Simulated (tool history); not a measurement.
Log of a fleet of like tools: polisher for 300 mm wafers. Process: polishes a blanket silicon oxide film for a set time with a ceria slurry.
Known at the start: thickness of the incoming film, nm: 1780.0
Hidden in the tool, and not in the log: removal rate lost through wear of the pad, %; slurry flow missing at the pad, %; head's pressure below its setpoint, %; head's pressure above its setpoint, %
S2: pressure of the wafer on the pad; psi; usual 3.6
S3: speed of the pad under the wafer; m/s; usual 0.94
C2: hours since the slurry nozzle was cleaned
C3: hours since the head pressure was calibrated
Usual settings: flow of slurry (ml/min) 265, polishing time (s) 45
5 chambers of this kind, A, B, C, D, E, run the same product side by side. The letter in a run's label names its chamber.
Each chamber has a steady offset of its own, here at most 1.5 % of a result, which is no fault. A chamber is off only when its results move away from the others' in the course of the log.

run 1D day=0.442 | flow_of_slurry_(ml/min)=265 S2=3.6 S3=0.94 polishing_time_(s)=45 | wafers_polished_on_this_pad=1094 C2=134.1 C3=626.7 | film_removed_(angstrom)=2280.6
run 2B day=0.708 | flow_of_slurry_(ml/min)=265 S2=3.6 S3=0.94 polishing_time_(s)=45 | wafers_polished_on_this_pad=446 C2=131.5 C3=260.2 | film_removed_(angstrom)=2314.4
-- day=0.804 chamber D: worn pad replaced by a new one
run 3E day=0.962 | flow_of_slurry_(ml/min)=265 S2=3.6 S3=0.94 polishing_time_(s)=45 | wafers_polished_on_this_pad=997 C2=214.7 C3=46.3 | film_removed_(angstrom)=2285.7
-- day=1.254 chamber C: head pressure recalibrated
run 4A day=1.425 | flow_of_slurry_(ml/min)=265 S2=3.6 S3=0.94 polishing_time_(s)=45 | wafers_polished_on_this_pad=359 C2=228.7 C3=158.5 | film_removed_(angstrom)=2294.6
-- day=1.471 chamber E: worn pad replaced by a new one
run 5C day=1.908 | flow_of_slurry_(ml/min)=265 S2=3.6 S3=0.94 polishing_time_(s)=45 | wafers_polished_on_this_pad=689 C2=50.7 C3=15.7 | film_removed_(angstrom)=2259.8
-- day=2.008 chamber E: slurry nozzle cleaned
run 6A day=2.396 | flow_of_slurry_(ml/min)=265 S2=3.6 S3=0.94 polishing_time_(s)=45 | wafers_polished_on_this_pad=541 C2=252 C3=181.8 | film_removed_(angstrom)=2284.5
-- day=2.642 chamber B: worn pad replaced by a new one
run 7E day=2.662 | flow_of_slurry_(ml/min)=265 S2=3.6 S3=0.64 polishing_time_(s)=45 | wafers_polished_on_this_pad=223 C2=15.8 C3=87.1 | film_removed_(angstrom)=1552.4
run 8C day=3.05 | flow_of_slurry_(ml/min)=265 S2=3.6 S3=0.64 polishing_time_(s)=45 | wafers_polished_on_this_pad=902 C2=78.1 C3=43.1 | film_removed_(angstrom)=1563.9
run 9D day=3.354 | flow_of_slurry_(ml/min)=265 S2=3.6 S3=0.64 polishing_time_(s)=45 | wafers_polished_on_this_pad=477 C2=204 C3=696.6 | film_removed_(angstrom)=1558.8
run 10B day=3.633 | flow_of_slurry_(ml/min)=265 S2=3.6 S3=0.64 polishing_time_(s)=45 | wafers_polished_on_this_pad=185 C2=201.7 C3=330.4 | film_removed_(angstrom)=1533.3
-- day=3.9 chamber B: head pressure recalibrated
run 11C day=4.075 | flow_of_slurry_(ml/min)=265 S2=3.6 S3=0.64 polishing_time_(s)=45 | wafers_polished_on_this_pad=1094 C2=102.7 C3=67.7 | film_removed_(angstrom)=1538.1
-- day=4.492 chamber A: worn pad replaced by a new one
run 12E day=4.533 | flow_of_slurry_(ml/min)=265 S2=3.6 S3=0.94 polishing_time_(s)=45 | wafers_polished_on_this_pad=573 C2=60.7 C3=132 | film_removed_(angstrom)=2283.6
run 13A day=5.025 | flow_of_slurry_(ml/min)=335 S2=3.6 S3=0.94 polishing_time_(s)=51 | wafers_polished_on_this_pad=100 C2=315.1 C3=244.9 | film_removed_(angstrom)=2611.2
run 14D day=5.367 | flow_of_slurry_(ml/min)=335 S2=3.6 S3=0.94 polishing_time_(s)=51 | wafers_polished_on_this_pad=854 C2=252.3 C3=744.9 | film_removed_(angstrom)=2629
run 15B day=5.738 | flow_of_slurry_(ml/min)=335 S2=3.6 S3=0.94 polishing_time_(s)=51 | wafers_polished_on_this_pad=579 C2=252.2 C3=44.1 | film_removed_(angstrom)=2677.4
-- day=6.067 chamber D: worn pad replaced by a new one
run 16D day=6.2 | flow_of_slurry_(ml/min)=335 S2=3.6 S3=0.94 polishing_time_(s)=51 | wafers_polished_on_this_pad=25 C2=272.3 C3=764.9 | film_removed_(angstrom)=2608.7
run 17B day=6.454 | flow_of_slurry_(ml/min)=335 S2=3.6 S3=0.94 polishing_time_(s)=51 | wafers_polished_on_this_pad=713 C2=269.4 C3=61.3 | film_removed_(angstrom)=2655.5
-- day=6.754 chamber E: worn pad replaced by a new one
run 18E day=6.9 | flow_of_slurry_(ml/min)=265 S2=3.6 S3=0.94 polishing_time_(s)=45 | wafers_polished_on_this_pad=27 C2=117.5 C3=188.8 | film_removed_(angstrom)=2245.4
run 19C day=7.338 | flow_of_slurry_(ml/min)=265 S2=3.6 S3=0.94 polishing_time_(s)=45 | wafers_polished_on_this_pad=1705 C2=181 C3=146 | film_removed_(angstrom)=2222.1
-- day=7.433 chamber B: worn pad replaced by a new one
run 20A day=7.8 | flow_of_slurry_(ml/min)=265 S2=3.6 S3=0.94 polishing_time_(s)=45 | wafers_polished_on_this_pad=619 C2=381.7 C3=311.5 | film_removed_(angstrom)=2243.5
run 21C day=8.146 | flow_of_slurry_(ml/min)=265 S2=3.6 S3=0.94 polishing_time_(s)=45 | wafers_polished_on_this_pad=1856 C2=200.4 C3=165.4 | film_removed_(angstrom)=2187.5
run 22D day=8.65 | flow_of_slurry_(ml/min)=265 S2=3.6 S3=0.94 polishing_time_(s)=45 | wafers_polished_on_this_pad=483 C2=331.1 C3=823.7 | film_removed_(angstrom)=2261.8
-- day=8.846 chamber B: slurry nozzle cleaned
run 23B day=8.942 | flow_of_slurry_(ml/min)=265 S2=3.6 S3=0.94 polishing_time_(s)=45 | wafers_polished_on_this_pad=282 C2=2.3 C3=121 | film_removed_(angstrom)=2325.6
-- day=9.029 chamber D: head pressure recalibrated
run 24A day=9.233 | flow_of_slurry_(ml/min)=265 S2=3.6 S3=0.94 polishing_time_(s)=45 | wafers_polished_on_this_pad=888 C2=416.1 C3=345.9 | film_removed_(angstrom)=2280
run 25E day=9.683 | flow_of_slurry_(ml/min)=265 S2=3.6 S3=0.94 polishing_time_(s)=45 | wafers_polished_on_this_pad=548 C2=184.3 C3=255.6 | film_removed_(angstrom)=2267.7
run 26C day=10.075 | flow_of_slurry_(ml/min)=265 S2=2.6 S3=0.94 polishing_time_(s)=45 | wafers_polished_on_this_pad=2217 C2=246.7 C3=211.7 | film_removed_(angstrom)=1556.9
-- day=10.229 chamber A: worn pad replaced by a new one
run 27E day=10.388 | flow_of_slurry_(ml/min)=265 S2=2.6 S3=0.94 polishing_time_(s)=45 | wafers_polished_on_this_pad=680 C2=201.2 C3=272.5 | film_removed_(angstrom)=1616.3
run 28D day=10.846 | flow_of_slurry_(ml/min)=265 S2=2.6 S3=0.94 polishing_time_(s)=45 | wafers_polished_on_this_pad=894 C2=383.8 C3=43.7 | film_removed_(angstrom)=1631.8
-- day=10.854 chamber E: slurry nozzle cleaned
-- day=11.146 chamber D: worn pad replaced by a new one
run 29B day=11.296 | flow_of_slurry_(ml/min)=265 S2=2.6 S3=0.94 polishing_time_(s)=45 | wafers_polished_on_this_pad=723 C2=58.8 C3=177.5 | film_removed_(angstrom)=1628.4
run 30A day=11.6 | flow_of_slurry_(ml/min)=265 S2=2.6 S3=0.94 polishing_time_(s)=45 | wafers_polished_on_this_pad=257 C2=472.9 C3=402.7 | film_removed_(angstrom)=1644.7
run 31A day=11.988 | flow_of_slurry_(ml/min)=265 S2=3.6 S3=0.94 polishing_time_(s)=45 | wafers_polished_on_this_pad=329 C2=482.2 C3=412 | film_removed_(angstrom)=2244.7
-- day=12.417 chamber E: worn pad replaced by a new one
run 32C day=12.442 | flow_of_slurry_(ml/min)=265 S2=3.6 S3=0.94 polishing_time_(s)=45 | wafers_polished_on_this_pad=2660 C2=303.5 C3=268.5 | film_removed_(angstrom)=2046.7
run 33E day=12.767 | flow_of_slurry_(ml/min)=265 S2=3.6 S3=0.94 polishing_time_(s)=45 | wafers_polished_on_this_pad=65 C2=45.9 C3=329.6 | film_removed_(angstrom)=2254.1
-- day=12.9 chamber B: worn pad replaced by a new one
run 34B day=13.246 | flow_of_slurry_(ml/min)=265 S2=3.6 S3=0.94 polishing_time_(s)=45 | wafers_polished_on_this_pad=64 C2=105.6 C3=224.3 | film_removed_(angstrom)=2274.2
run 35D day=13.588 | flow_of_slurry_(ml/min)=265 S2=3.6 S3=0.94 polishing_time_(s)=45 | wafers_polished_on_this_pad=457 C2=449.6 C3=109.5 | film_removed_(angstrom)=2271.2
run 36D day=14.008 | flow_of_slurry_(ml/min)=265 S2=3.6 S3=0.94 polishing_time_(s)=45 | wafers_polished_on_this_pad=536 C2=459.7 C3=119.6 | film_removed_(angstrom)=2298.8
run 37C day=14.467 | flow_of_slurry_(ml/min)=265 S2=3.6 S3=0.94 polishing_time_(s)=45 | wafers_polished_on_this_pad=3039 C2=352.1 C3=317.1 | film_removed_(angstrom)=1999.4

What goes on in this fleet: one chamber off, a drifting gauge, or nothing beyond the chambers' own small offsets? Name the chamber and the cause, if any.

Chamber C drifts away from the others.
Cause: removal rate lost through wear of the pad, % = 11.8.
The log may not tell that from: head's pressure below its setpoint, %.

Here are 4 candidates for chamber C's next run, each the usual settings with a change, their results left as question marks. Which one brings its results back in line with what the others give on the usual settings?
In line means no further than this from the other chambers' mean on the usual settings: film removed (angstrom) 77
run 38C-1 day=14.833 | flow_of_slurry_(ml/min)=265 S2=3.6 S3=0.88 polishing_time_(s)=42 | film_removed_(angstrom)=?
run 38C-2 day=14.833 | flow_of_slurry_(ml/min)=265 S2=3.9 S3=1 polishing_time_(s)=45 | film_removed_(angstrom)=?
run 38C-3 day=14.833 | flow_of_slurry_(ml/min)=275 S2=3.6 S3=1.24 polishing_time_(s)=45 | film_removed_(angstrom)=?
run 38C-4 day=14.833 | flow_of_slurry_(ml/min)=260 S2=2.7 S3=0.94 polishing_time_(s)=45 | film_removed_(angstrom)=?

The other chambers' mean on the usual settings: film removed (angstrom) 2272.6
run=38C-1 film_removed_(angstrom)=1743.4
run=38C-2 film_removed_(angstrom)=2298.7
run=38C-3 film_removed_(angstrom)=2640.4
run=38C-4 film_removed_(angstrom)=1492.9
38C-2 brings the chamber back in line.

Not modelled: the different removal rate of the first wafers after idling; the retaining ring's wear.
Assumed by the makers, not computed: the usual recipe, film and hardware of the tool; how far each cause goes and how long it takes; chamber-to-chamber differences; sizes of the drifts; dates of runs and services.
